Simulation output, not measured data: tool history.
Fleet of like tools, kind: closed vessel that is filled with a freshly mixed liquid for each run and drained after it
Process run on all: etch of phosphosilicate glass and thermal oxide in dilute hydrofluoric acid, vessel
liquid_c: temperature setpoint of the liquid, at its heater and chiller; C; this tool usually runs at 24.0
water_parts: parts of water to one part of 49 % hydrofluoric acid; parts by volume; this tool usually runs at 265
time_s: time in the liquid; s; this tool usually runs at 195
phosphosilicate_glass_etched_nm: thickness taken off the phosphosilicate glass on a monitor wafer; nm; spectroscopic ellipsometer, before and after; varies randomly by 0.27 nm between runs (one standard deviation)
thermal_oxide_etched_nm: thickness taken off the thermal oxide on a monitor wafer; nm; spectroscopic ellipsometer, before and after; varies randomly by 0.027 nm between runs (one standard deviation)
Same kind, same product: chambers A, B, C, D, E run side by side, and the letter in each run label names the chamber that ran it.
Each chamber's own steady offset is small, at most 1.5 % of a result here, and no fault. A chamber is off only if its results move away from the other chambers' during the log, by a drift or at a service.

| run | day | liquid_c | water_parts | time_s | hours since the thermometer was replaced | hours since the hydrofluoric acid flow meter was replaced | read-back film thickness of the phosphosilicate glass reference wafer, read on the same gauge (nm) | read-back film thickness of the thermal oxide reference wafer, read on the same gauge (nm) | phosphosilicate_glass_etched_nm | thermal_oxide_etched_nm |
|---|---|---|---|---|---|---|---|---|---|---|
| 1A | 0.358 | 24.0 | 265 | 195 | 392.1 | 69.6 | 119.99 | 119.97 | 49.668 | 2.8374 |
| 2C | 0.783 | 24.0 | 265 | 195 | 1867.3 | 469.5 | 120.02 | 119.97 | 49.206 | 2.8629 |
| 3B | 1.033 | 24.0 | 265 | 195 | 918.6 | 253.8 | 120.01 | 119.98 | 49.508 | 2.7715 |
| 4D | 1.338 | 24.0 | 265 | 195 | 332.3 | 272.5 | 119.98 | 119.99 | 49.008 | 2.8747 |
| 5E | 1.817 | 24.0 | 265 | 195 | 1263.5 | 1542.6 | 120.01 | 120.02 | 49.542 | 2.8834 |
|  | 1.992 | chamber B: thermometer replaced |
| 6A | 2.250 | 24.0 | 150 | 250 | 437.5 | 115.0 | 120.00 | 119.98 | 128.720 | 7.3123 |
| 7C | 2.638 | 24.0 | 150 | 250 | 1911.8 | 514.0 | 120.00 | 120.04 | 123.690 | 7.2149 |
| 8D | 2.875 | 24.0 | 150 | 250 | 369.2 | 309.4 | 120.04 | 120.03 | 124.480 | 7.1231 |
|  | 3.062 | chamber C: thermometer replaced |
| 9B | 3.250 | 24.0 | 150 | 250 | 30.3 | 307.0 | 120.02 | 119.99 | 127.670 | 7.2876 |
| 10E | 3.712 | 24.0 | 150 | 250 | 1309.0 | 1588.1 | 120.01 | 120.04 | 126.400 | 7.3997 |
| 11D | 4.025 | 24.0 | 265 | 195 | 396.8 | 337.0 | 119.98 | 120.05 | 48.463 | 2.8365 |
| 12A | 4.304 | 24.0 | 265 | 195 | 486.8 | 164.3 | 119.98 | 120.01 | 49.893 | 2.8389 |
| 13B | 4.671 | 24.0 | 265 | 195 | 64.4 | 341.1 | 119.99 | 120.01 | 49.398 | 2.8427 |
| 14C | 5.021 | 24.0 | 265 | 195 | 47.0 | 571.2 | 119.96 | 120.00 | 49.400 | 2.8656 |
| 15E | 5.246 | 24.0 | 265 | 195 | 1345.8 | 1624.9 | 120.02 | 120.01 | 50.144 | 2.8903 |
| 16C | 5.700 | 24.0 | 310 | 115 | 63.3 | 587.5 | 120.01 | 119.98 | 23.687 | 1.3770 |
| 17D | 5.967 | 24.0 | 310 | 115 | 443.4 | 383.6 | 119.95 | 120.00 | 23.379 | 1.3918 |
| 18A | 6.467 | 24.0 | 310 | 115 | 538.7 | 216.2 | 119.98 | 119.97 | 23.884 | 1.3629 |
| 19B | 6.825 | 24.0 | 310 | 115 | 116.1 | 392.8 | 120.00 | 120.00 | 23.663 | 1.3785 |
| 20E | 7.088 | 24.0 | 310 | 115 | 1390.0 | 1669.1 | 119.99 | 120.03 | 24.431 | 1.4079 |
| 21B | 7.500 | 24.0 | 265 | 195 | 132.3 | 409.0 | 120.01 | 119.98 | 49.102 | 2.8477 |
| 22A | 7.758 | 24.0 | 265 | 195 | 569.7 | 247.2 | 119.99 | 120.02 | 49.508 | 2.8096 |
| 23E | 8.029 | 24.0 | 265 | 195 | 1412.6 | 1691.7 | 119.98 | 119.98 | 50.997 | 2.9928 |
| 24D | 8.446 | 22.0 | 345 | 195 | 502.9 | 443.1 | 120.01 | 119.99 | 32.153 | 1.9106 |
| 25C | 8.838 | 22.0 | 345 | 195 | 138.6 | 662.8 | 120.03 | 120.00 | 32.934 | 1.9013 |
| 26A | 9.350 | 22.0 | 345 | 195 | 607.9 | 285.4 | 119.93 | 120.00 | 32.958 | 1.8610 |
| 27C | 9.592 | 22.0 | 345 | 195 | 156.7 | 680.9 | 120.02 | 120.01 | 32.724 | 1.8795 |
| 28E | 10.058 | 22.0 | 345 | 195 | 1461.3 | 1740.4 | 119.99 | 119.98 | 34.656 | 1.9749 |
| 29D | 10.350 | 24.0 | 265 | 195 | 548.6 | 488.8 | 119.98 | 119.99 | 48.384 | 2.8683 |
| 30B | 10.742 | 21.5 | 265 | 160 | 210.1 | 486.8 | 120.00 | 119.99 | 36.849 | 2.1232 |
| 31D | 11.058 | 21.5 | 265 | 160 | 565.6 | 505.8 | 119.97 | 120.03 | 36.400 | 2.1448 |
| 32B | 11.371 | 21.5 | 265 | 160 | 225.2 | 501.9 | 119.99 | 120.01 | 37.066 | 2.0697 |
| 33E | 11.788 | 21.5 | 265 | 160 | 1502.8 | 1781.9 | 119.99 | 120.02 | 39.333 | 2.2566 |
| 34A | 12.058 | 21.5 | 265 | 160 | 672.9 | 350.4 | 120.00 | 119.97 | 37.300 | 2.1284 |
| 35C | 12.288 | 24.0 | 265 | 195 | 221.4 | 745.6 | 119.96 | 120.00 | 49.125 | 2.8624 |
| 36A | 12.671 | 24.0 | 265 | 195 | 687.6 | 365.1 | 120.02 | 120.00 | 50.252 | 2.8358 |
| 37C | 13.100 | 24.0 | 265 | 195 | 240.9 | 765.1 | 120.02 | 120.02 | 49.070 | 2.8358 |
| 38B | 13.333 | 24.0 | 265 | 195 | 272.3 | 549.0 | 119.98 | 120.01 | 48.733 | 2.8139 |
|  | 13.446 | chamber D: thermometer replaced |
| 39D | 13.746 | 24.0 | 265 | 195 | 7.2 | 570.3 | 119.94 | 120.02 | 48.733 | 2.8523 |
| 40E | 14.192 | 24.0 | 265 | 195 | 1560.5 | 1839.6 | 120.00 | 120.00 | 53.313 | 3.1140 |
| 41B | 14.562 | 24.0 | 265 | 195 | 301.8 | 578.5 | 119.99 | 119.99 | 49.386 | 2.8335 |

One chamber off, gauge drift, or nothing amiss beyond the chambers' own small offsets? If it is a chamber, which one, and what is the likeliest cause?

It is chamber E that slowly wanders off from its peers.
Most likely cause: hydrofluoric acid flow above the setpoint (%) = 6.36.
With only this log, it may be confused with: liquid hotter than its thermometer reads (K).

Here are 4 candidates for chamber E's next run, each the usual settings with a change, their results left as question marks. Which one brings its results back in line with what the others give on the usual settings?
In line means no further than this from the other chambers' mean on the usual settings: phosphosilicate_glass_etched_nm 0.930 nm; thermal_oxide_etched_nm 0.0960 nm
| 42E-1 | 14.938 | 24.0 | 275 | 190 |  |  |  |  | ? | ? |
| 42E-2 | 14.938 | 24.0 | 260 | 200 |  |  |  |  | ? | ? |
| 42E-3 | 14.938 | 24.0 | 270 | 190 |  |  |  |  | ? | ? |
| 42E-4 | 14.938 | 24.0 | 255 | 200 |  |  |  |  | ? | ? |

Average result of the remaining chambers running the usual settings: phosphosilicate_glass_etched_nm 49.247 nm; thermal_oxide_etched_nm 2.8400 nm
| run | phosphosilicate_glass_etched_nm | thermal_oxide_etched_nm |
|---|---|---|
| 42E-1 | 49.466 | 2.8504 |
| 42E-2 | 55.857 | 3.2187 |
| 42E-3 | 50.620 | 2.9169 |
| 42E-4 | 57.224 | 3.2975 |
42E-1 brings the chamber back in line.
